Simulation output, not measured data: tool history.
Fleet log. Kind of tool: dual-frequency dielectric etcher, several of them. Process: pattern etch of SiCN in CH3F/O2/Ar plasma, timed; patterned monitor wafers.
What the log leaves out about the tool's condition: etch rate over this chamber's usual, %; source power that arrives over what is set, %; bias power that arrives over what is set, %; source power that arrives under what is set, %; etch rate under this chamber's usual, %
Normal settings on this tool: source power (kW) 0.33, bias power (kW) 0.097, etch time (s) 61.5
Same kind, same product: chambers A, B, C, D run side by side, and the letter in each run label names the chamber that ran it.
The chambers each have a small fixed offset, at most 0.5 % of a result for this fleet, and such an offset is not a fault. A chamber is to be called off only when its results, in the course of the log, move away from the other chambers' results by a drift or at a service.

run    day  source power (kW)  bias power (kW)  etch time (s)  hours since the last wet clean  hours since the last source power generator calibration  hours since the last bias power generator calibration  read-back reference wafer on the same gauge, depth_nm  mean etch depth across the wafer (Å)
 1C  0.154               0.33            0.097           61.5                           447.3                                                   2932.5                                                 1306.9                                                 23.002                                239.29
 2A  0.325               0.33            0.097           61.5                           246.9                                                   2155.9                                                 2177.9                                                 22.978                                241.22
 3D  0.558               0.33            0.097           61.5                           143.6                                                   2170.3                                                 3994.8                                                 23.016                                240.59
 4B  0.725               0.33            0.097           61.5                           345.2                                                    377.3                                                 2742.3                                                 23.021                                239.49
 5A  0.867               0.33            0.097           61.5                           259.9                                                   2168.9                                                 2190.9                                                 23.006                                240.86
 6D  1.033               0.33            0.097           61.5                             155                                                   2181.7                                                 4006.2                                                 23.017                                238.04
 7C  1.183               0.26            0.097           68.5                             472                                                   2957.2                                                 1331.6                                                 23.015                                244.71
 8B  1.379               0.26            0.097           68.5                           360.9                                                      393                                                   2758                                                  22.98                                242.91
 9A  1.608               0.26            0.097           68.5                           277.7                                                   2186.7                                                 2208.7                                                 23.003                                245.63
10C  1.829               0.26            0.097           68.5                           487.5                                                   2972.7                                                 1347.1                                                  22.97                                244.89
11D  1.958               0.33            0.097           61.5                           177.2                                                   2203.9                                                 4028.4                                                 22.998                                240.48
12B  2.167               0.33            0.097           61.5                           379.8                                                    411.9                                                 2776.9                                                 22.996                                241.18
13C  2.308               0.33            0.097           61.5                             499                                                   2984.2                                                 1358.6                                                 23.002                                240.37
     2.375  -- chamber C: wet clean of the chamber
14A  2.521               0.33            0.097           61.5                           299.6                                                   2208.6                                                 2230.6                                                 23.007                                239.76
15D  2.696               0.33            0.097           61.5                           194.9                                                   2221.6                                                 4046.1                                                     23                                 239.8
16B  2.817               0.33            0.097           61.5                           395.4                                                    427.5                                                 2792.5                                                 23.004                                239.88
17C  2.983               0.33            0.097           61.5                            14.6                                                   3000.4                                                 1374.8                                                 22.987                                239.65
18D  3.138               0.33             0.08             73                           205.5                                                   2232.2                                                 4056.7                                                 23.006                                266.52
19B  3.321               0.33             0.08             73                           407.5                                                    439.6                                                 2804.6                                                 23.009                                 267.8
20A  3.508               0.33             0.08             73                           323.3                                                   2232.3                                                 2254.3                                                 22.998                                 265.7
21B  3.658               0.33             0.08             73                           415.6                                                    447.7                                                 2812.7                                                 22.985                                264.44
22C  3.796               0.33            0.097           61.5                            34.1                                                   3019.9                                                 1394.3                                                 22.988                                242.85
23D  4.029               0.33            0.097           61.5                           226.9                                                   2253.6                                                 4078.1                                                  23.01                                240.61
24A  4.146               0.33            0.097           61.5                           338.6                                                   2247.6                                                 2269.6                                                 23.014                                   240
25B  4.304               0.33            0.097           61.5                           431.1                                                    463.2                                                 2828.2                                                 22.992                                242.23
26C  4.525               0.33            0.097           61.5                            51.6                                                   3037.4                                                 1411.8                                                 23.009                                240.22
27A  4.667               0.33            0.097           61.5                           351.1                                                   2260.1                                                 2282.1                                                 23.006                                240.13
28D    4.9               0.38            0.078           61.5                           247.8                                                   2274.5                                                   4099                                                 22.995                                231.43
29C    5.1               0.38            0.078           61.5                            65.4                                                   3051.2                                                 1425.6                                                 23.027                                234.32
30B  5.279               0.38            0.078           61.5                           454.5                                                    486.6                                                 2851.6                                                 23.012                                   232
31A  5.454               0.38            0.078           61.5                             370                                                     2279                                                   2301                                                 22.994                                 235.7
32D  5.567               0.33             0.11           69.5                           263.8                                                   2290.5                                                   4115                                                 22.998                                283.65
33B  5.679               0.33             0.11           69.5                           464.1                                                    496.2                                                 2861.2                                                 22.992                                286.39
34D  5.825               0.33             0.11           69.5                             270                                                   2296.7                                                 4121.2                                                 22.981                                283.33
35A  5.988               0.33             0.11           69.5                           382.8                                                   2291.8                                                 2313.8                                                 23.019                                285.69

Decide between three cases: one chamber stands off from its peers, the gauge reading all wafers drifts, or nothing is wrong past each chamber's small offset. Where a chamber is off, say which and what most likely put it there.

No chamber is off and the gauge is stable; the differences are just each chamber's small, constant offset.
